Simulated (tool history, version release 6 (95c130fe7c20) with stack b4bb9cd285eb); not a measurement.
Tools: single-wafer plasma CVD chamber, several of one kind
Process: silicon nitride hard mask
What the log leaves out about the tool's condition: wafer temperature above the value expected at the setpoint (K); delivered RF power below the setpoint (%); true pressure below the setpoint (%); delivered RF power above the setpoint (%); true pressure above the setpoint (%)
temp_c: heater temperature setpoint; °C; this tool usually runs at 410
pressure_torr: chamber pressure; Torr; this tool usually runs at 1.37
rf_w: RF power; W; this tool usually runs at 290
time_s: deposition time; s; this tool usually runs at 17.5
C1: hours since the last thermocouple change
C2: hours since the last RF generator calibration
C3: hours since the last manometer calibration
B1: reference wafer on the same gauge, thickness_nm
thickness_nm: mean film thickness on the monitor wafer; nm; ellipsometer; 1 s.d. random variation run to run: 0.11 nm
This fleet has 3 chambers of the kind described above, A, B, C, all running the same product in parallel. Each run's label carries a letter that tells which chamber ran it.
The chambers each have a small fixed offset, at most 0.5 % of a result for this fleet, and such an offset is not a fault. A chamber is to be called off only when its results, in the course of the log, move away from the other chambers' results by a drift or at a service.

{"run": "1A", "day": 0.175, "temp_c": 410, "pressure_torr": 1.37, "rf_w": 290, "time_s": 17.5, "C1": 2364.1, "C2": 398.6, "C3": 173.2, "B1": 20.184, "thickness_nm": 18.478}
{"run": "2C", "day": 0.325, "temp_c": 410, "pressure_torr": 1.37, "rf_w": 290, "time_s": 17.5, "C1": 788.4, "C2": 1487.5, "C3": 1940.5, "B1": 20.202, "thickness_nm": 18.88}
{"run": "3B", "day": 0.542, "temp_c": 410, "pressure_torr": 1.37, "rf_w": 290, "time_s": 17.5, "C1": 537.7, "C2": 343.7, "C3": 501.4, "B1": 20.216, "thickness_nm": 18.767}
{"run": "4A", "day": 0.738, "temp_c": 410, "pressure_torr": 1.37, "rf_w": 290, "time_s": 17.5, "C1": 2377.6, "C2": 412.1, "C3": 186.7, "B1": 20.198, "thickness_nm": 18.671}
{"run": "5B", "day": 0.962, "temp_c": 410, "pressure_torr": 1.37, "rf_w": 290, "time_s": 17.5, "C1": 547.8, "C2": 353.8, "C3": 511.5, "B1": 20.198, "thickness_nm": 18.925}
{"run": "6C", "day": 1.071, "temp_c": 410, "pressure_torr": 1.37, "rf_w": 290, "time_s": 17.5, "C1": 806.3, "C2": 1505.4, "C3": 1958.4, "B1": 20.201, "thickness_nm": 18.716}
{"run": "7C", "day": 1.208, "temp_c": 410, "pressure_torr": 1.37, "rf_w": 290, "time_s": 17.5, "C1": 809.6, "C2": 1508.7, "C3": 1961.7, "B1": 20.186, "thickness_nm": 19}
{"run": "8B", "day": 1.421, "temp_c": 410, "pressure_torr": 1.37, "rf_w": 290, "time_s": 17.5, "C1": 558.8, "C2": 364.8, "C3": 522.5, "B1": 20.208, "thickness_nm": 18.784}
{"run": "9A", "day": 1.529, "temp_c": 420, "pressure_torr": 1.37, "rf_w": 290, "time_s": 14.3, "C1": 2396.6, "C2": 431.1, "C3": 205.7, "B1": 20.182, "thickness_nm": 15.083}
{"run": "10A", "day": 1.692, "temp_c": 420, "pressure_torr": 1.37, "rf_w": 290, "time_s": 14.3, "C1": 2400.5, "C2": 435, "C3": 209.6, "B1": 20.213, "thickness_nm": 15.197}
{"run": "11B", "day": 1.938, "temp_c": 420, "pressure_torr": 1.37, "rf_w": 290, "time_s": 14.3, "C1": 571.2, "C2": 377.2, "C3": 534.9, "B1": 20.191, "thickness_nm": 15.243}
{"run": "12C", "day": 2.171, "temp_c": 410, "pressure_torr": 1.37, "rf_w": 290, "time_s": 17.5, "C1": 832.7, "C2": 1531.8, "C3": 1984.8, "B1": 20.196, "thickness_nm": 18.961}
{"run": "13B", "day": 2.329, "temp_c": 410, "pressure_torr": 1.37, "rf_w": 290, "time_s": 17.5, "C1": 580.6, "C2": 386.6, "C3": 544.3, "B1": 20.22, "thickness_nm": 18.733}
{"run": "14A", "day": 2.567, "temp_c": 410, "pressure_torr": 1.37, "rf_w": 290, "time_s": 17.5, "C1": 2421.5, "C2": 456, "C3": 230.6, "B1": 20.232, "thickness_nm": 18.065}
{"run": "15C", "day": 2.788, "temp_c": 419, "pressure_torr": 1.12, "rf_w": 290, "time_s": 17.5, "C1": 847.5, "C2": 1546.6, "C3": 1999.6, "B1": 20.163, "thickness_nm": 17.612}
{"run": "16B", "day": 2.904, "temp_c": 419, "pressure_torr": 1.12, "rf_w": 290, "time_s": 17.5, "C1": 594.4, "C2": 400.4, "C3": 558.1, "B1": 20.219, "thickness_nm": 17.515}
{"run": "17A", "day": 3.025, "temp_c": 419, "pressure_torr": 1.12, "rf_w": 290, "time_s": 17.5, "C1": 2432.5, "C2": 467, "C3": 241.6, "B1": 20.207, "thickness_nm": 16.808}
{"run": "18C", "day": 3.158, "temp_c": 410, "pressure_torr": 1.37, "rf_w": 290, "time_s": 17.5, "C1": 856.4, "C2": 1555.5, "C3": 2008.5, "B1": 20.211, "thickness_nm": 18.638}
{"run": "19B", "day": 3.279, "temp_c": 410, "pressure_torr": 1.37, "rf_w": 290, "time_s": 17.5, "C1": 603.4, "C2": 409.4, "C3": 567.1, "B1": 20.18, "thickness_nm": 18.869}
{"run": "20C", "day": 3.471, "temp_c": 410, "pressure_torr": 1.37, "rf_w": 290, "time_s": 17.5, "C1": 863.9, "C2": 1563, "C3": 2016, "B1": 20.244, "thickness_nm": 18.614}
{"run": "21A", "day": 3.625, "temp_c": 410, "pressure_torr": 1.37, "rf_w": 290, "time_s": 17.5, "C1": 2446.9, "C2": 481.4, "C3": 256, "B1": 20.204, "thickness_nm": 17.729}

Is one chamber out of step, is the gauge drifting, or do the chambers differ by no more than their own small offsets? For an off chamber, give its letter and the likeliest cause.

Chamber A drifts away from the others.
Likeliest cause: delivered RF power below the setpoint (%) = 7.89.

Which of the 4 candidates below, each the usual settings with something changed and its results left as question marks, puts chamber A back in line with what the other chambers give on the usual settings?
A result is in line if it is within this distance of the other chambers' mean on the usual settings: thickness_nm 0.37 nm
{"run": "22A-1", "day": 3.8, "temp_c": 410, "pressure_torr": 1.37, "rf_w": 290, "time_s": 18.5, "thickness_nm": "?"}
{"run": "22A-2", "day": 3.8, "temp_c": 409, "pressure_torr": 1.37, "rf_w": 335, "time_s": 17.5, "thickness_nm": "?"}
{"run": "22A-3", "day": 3.8, "temp_c": 410, "pressure_torr": 1.35, "rf_w": 285, "time_s": 16.9, "thickness_nm": "?"}
{"run": "22A-4", "day": 3.8, "temp_c": 410, "pressure_torr": 1.33, "rf_w": 280, "time_s": 16.5, "thickness_nm": "?"}

The other chambers' mean on the usual settings: thickness_nm 18.811 nm
run=22A-1 thickness_nm=18.792
run=22A-2 thickness_nm=19.611
run=22A-3 thickness_nm=16.883
run=22A-4 thickness_nm=16.204
Change 22A-1 lands the chamber within the allowed miss of the other chambers.

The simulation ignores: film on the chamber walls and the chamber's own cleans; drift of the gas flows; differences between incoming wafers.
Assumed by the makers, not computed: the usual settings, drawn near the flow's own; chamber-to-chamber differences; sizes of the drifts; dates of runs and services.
